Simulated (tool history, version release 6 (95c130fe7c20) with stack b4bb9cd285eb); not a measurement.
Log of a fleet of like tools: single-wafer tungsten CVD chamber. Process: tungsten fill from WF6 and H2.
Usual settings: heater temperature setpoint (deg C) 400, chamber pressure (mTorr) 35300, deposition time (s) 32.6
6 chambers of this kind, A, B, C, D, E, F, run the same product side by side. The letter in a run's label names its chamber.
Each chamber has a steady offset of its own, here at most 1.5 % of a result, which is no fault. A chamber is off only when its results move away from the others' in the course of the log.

| run | hour | heater temperature setpoint (deg C) | chamber pressure (mTorr) | deposition time (s) | read-back reference wafer on the same gauge, thickness_nm | mean film thickness on the monitor wafer (angstrom) |
|---|---|---|---|---|---|---|
| 1F | 11.7 | 400 | 35300 | 32.6 | 114.01 | 1026.8 |
| 2D | 22.3 | 400 | 35300 | 32.6 | 113.86 | 1015.3 |
| 3C | 32.9 | 400 | 35300 | 32.6 | 113.93 | 1012.4 |
| 4A | 38.7 | 400 | 35300 | 32.6 | 113.98 | 1025.1 |
|  | 39.7 | chamber A: capacitance manometer re-zeroed and calibrated |
| 5B | 50.5 | 400 | 35300 | 32.6 | 113.96 | 1028.9 |
| 6E | 57 | 400 | 35300 | 32.6 | 113.97 | 1022.5 |
| 7E | 65 | 400 | 35300 | 32.6 | 113.99 | 1027 |
| 8C | 72.8 | 400 | 35300 | 32.6 | 114.08 | 1009.6 |
|  | 75.5 | chamber E: thermocouple changed; heater temperature recalibrated |
| 9A | 79.8 | 400 | 35300 | 32.6 | 114.12 | 1017.9 |
| 10F | 87.9 | 400 | 35300 | 32.6 | 113.98 | 1023.3 |
| 11D | 94.3 | 400 | 35300 | 32.6 | 114.01 | 1016.9 |
| 12B | 102.1 | 400 | 35300 | 32.6 | 114.05 | 1023.6 |
| 13C | 112.9 | 400 | 35300 | 32.6 | 114.08 | 1012.8 |
| 14F | 121.5 | 400 | 35300 | 32.6 | 114.03 | 1024.8 |
| 15A | 132.7 | 400 | 35300 | 32.6 | 113.93 | 1023.9 |
| 16B | 144.3 | 400 | 35300 | 32.6 | 113.82 | 1030.4 |
|  | 146.2 | chamber D: thermocouple changed; heater temperature recalibrated |
| 17D | 151.1 | 400 | 35300 | 32.6 | 114.03 | 1021.9 |
| 18E | 161.2 | 400 | 35300 | 32.6 | 113.97 | 1032.1 |
|  | 166 | chamber B: thermocouple changed; heater temperature recalibrated |
| 19A | 172.4 | 400 | 35300 | 32.6 | 113.95 | 1023.6 |
| 20C | 179.3 | 400 | 40900 | 32.6 | 113.99 | 1088.3 |
| 21D | 189.3 | 400 | 40900 | 32.6 | 113.95 | 1107.1 |
| 22F | 194.8 | 400 | 40900 | 32.6 | 114.06 | 1097.9 |
| 23E | 201.4 | 400 | 40900 | 32.6 | 113.98 | 1102.7 |
| 24B | 207.7 | 400 | 40900 | 32.6 | 114.08 | 1100 |
| 25E | 214.4 | 400 | 40900 | 32.6 | 114.04 | 1104.1 |
|  | 224.8 | chamber A: thermocouple changed; heater temperature recalibrated |
| 26B | 225.1 | 400 | 35300 | 32.6 | 114.05 | 1030.3 |
| 27A | 232.6 | 394 | 35300 | 32.6 | 113.94 | 916.57 |
| 28C | 241.5 | 394 | 35300 | 32.6 | 113.98 | 911.16 |
| 29F | 247.8 | 394 | 35300 | 32.6 | 114 | 918.31 |
| 30D | 255 | 394 | 35300 | 32.6 | 114.15 | 927.73 |
|  | 263.8 | chamber E: capacitance manometer re-zeroed and calibrated |
| 31C | 263.9 | 394 | 35300 | 32.6 | 114.03 | 897.4 |
| 32E | 270.8 | 394 | 35300 | 32.6 | 114.06 | 918.3 |
| 33A | 278.7 | 400 | 35300 | 32.6 | 113.93 | 1024.5 |
| 34D | 286 | 400 | 40000 | 32.6 | 113.98 | 1104.3 |
| 35B | 291.6 | 400 | 40000 | 32.6 | 114.02 | 1093.6 |
| 36F | 297.9 | 400 | 40000 | 32.6 | 114.04 | 1091.9 |
| 37C | 307.3 | 400 | 40000 | 32.6 | 114.02 | 1078.8 |
| 38A | 312.8 | 400 | 40000 | 32.6 | 113.96 | 1084.4 |
| 39E | 322.5 | 400 | 40000 | 32.6 | 113.94 | 1088.8 |
| 40B | 331.8 | 400 | 30400 | 28.9 | 113.96 | 848.57 |
| 41D | 337.5 | 400 | 30400 | 28.9 | 114.02 | 865.67 |
| 42F | 344.8 | 400 | 30400 | 28.9 | 114.03 | 848.26 |
| 43D | 352.6 | 400 | 30400 | 28.9 | 114.03 | 863.26 |
| 44C | 360.6 | 400 | 30400 | 28.9 | 114.11 | 836.08 |

Next, every chamber runs the same settings. What will each give?
| 45A | 369.7 | 400 | 35300 | 32.6 |  | ? |
| 45B | 369.7 | 400 | 35300 | 32.6 |  | ? |
| 45C | 369.7 | 400 | 35300 | 32.6 |  | ? |
| 45D | 369.7 | 400 | 35300 | 32.6 |  | ? |
| 45E | 369.7 | 400 | 35300 | 32.6 |  | ? |
| 45F | 369.7 | 400 | 35300 | 32.6 |  | ? |

| run | mean film thickness on the monitor wafer (angstrom) |
|---|---|
| 45A | 1018.2 |
| 45B | 1025.8 |
| 45C | 1010.5 |
| 45D | 1058.2 |
| 45E | 1031.7 |
| 45F | 1026.1 |
